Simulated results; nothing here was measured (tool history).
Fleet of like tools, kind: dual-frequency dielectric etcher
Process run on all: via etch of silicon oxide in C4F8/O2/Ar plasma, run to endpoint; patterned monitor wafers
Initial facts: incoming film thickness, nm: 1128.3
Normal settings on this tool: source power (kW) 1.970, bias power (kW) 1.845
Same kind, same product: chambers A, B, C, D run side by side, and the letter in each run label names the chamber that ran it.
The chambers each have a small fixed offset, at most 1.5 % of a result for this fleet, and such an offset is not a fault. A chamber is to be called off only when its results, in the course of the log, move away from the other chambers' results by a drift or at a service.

run     day  source power (kW)  bias power (kW)  hours since the last wet clean  hours since the last source power generator calibration  hours since the last bias power generator calibration  endpoint time (s)
 1D   0.529              1.970            1.845                           138.1                                                    358.4                                                  878.3             229.97
 2A   0.988              1.970            1.845                           511.2                                                   2230.1                                                 1190.1             230.03
 3C   1.371              1.970            1.845                           356.1                                                    466.0                                                  911.6             224.20
 4B   1.825              1.970            1.845                           135.1                                                    143.6                                                 4117.2             231.17
 5C   2.192              1.970            1.845                           375.8                                                    485.7                                                  931.3             229.20
 6A   2.562              1.970            1.845                           549.0                                                   2267.9                                                 1227.9             229.66
 7B   2.888              1.970            1.845                           160.6                                                    169.1                                                 4142.7             227.73
 8D   3.367              1.970            1.845                           206.2                                                    426.5                                                  946.4             228.85
 9B   3.762              1.970            1.845                           181.6                                                    190.1                                                 4163.7             229.53
10A   4.192              1.970            1.845                           588.1                                                   2307.0                                                 1267.0             228.83
11D   4.492              1.970            1.845                           233.2                                                    453.5                                                  973.4             228.81
12C   4.929              1.970            2.173                           441.5                                                    551.4                                                  997.0             217.22
13A   5.308              1.970            2.173                           614.9                                                   2333.8                                                 1293.8             219.09
14C   5.675              1.970            2.173                           459.4                                                    569.3                                                 1014.9             216.12
      5.775  -- chamber A: wet clean of the chamber
      6.062  -- chamber B: bias power generator calibrated
15B   6.129              1.970            2.173                           238.4                                                    246.9                                                    1.7             220.19
16D   6.508              1.970            1.845                           281.6                                                    501.9                                                 1021.8             228.25
17C   6.967              1.970            1.845                           490.4                                                    600.3                                                 1045.9             228.22
18A   7.288              1.970            1.845                            36.4                                                   2381.3                                                 1341.3             228.76
19B   7.792              1.970            1.845                           278.3                                                    286.8                                                   41.6             228.98
      8.233  -- chamber C: wet clean of the chamber
20D   8.321              1.810            2.015                           325.1                                                    545.4                                                 1065.3             233.05
      8.421  -- chamber A: bias power generator calibrated
21A   8.808              1.810            2.015                            72.9                                                   2417.8                                                    9.4             231.06
22B   9.288              1.810            2.015                           314.2                                                    322.7                                                   77.5             232.07
23D   9.738              1.810            2.015                           359.1                                                    579.4                                                 1099.3             230.83
24C  10.142              1.970            1.845                            45.9                                                    676.5                                                 1122.1             226.38

All 4 chambers run these settings next. Forecast each chamber's results:
25A  10.542              1.970            1.462                                                                                                                                                                  ?
25B  10.542              1.970            1.462                                                                                                                                                                  ?
25C  10.542              1.970            1.462                                                                                                                                                                  ?
25D  10.542              1.970            1.462                                                                                                                                                                  ?

run  endpoint time (s)
25A             244.02
25B             245.97
25C             240.20
25D             243.90

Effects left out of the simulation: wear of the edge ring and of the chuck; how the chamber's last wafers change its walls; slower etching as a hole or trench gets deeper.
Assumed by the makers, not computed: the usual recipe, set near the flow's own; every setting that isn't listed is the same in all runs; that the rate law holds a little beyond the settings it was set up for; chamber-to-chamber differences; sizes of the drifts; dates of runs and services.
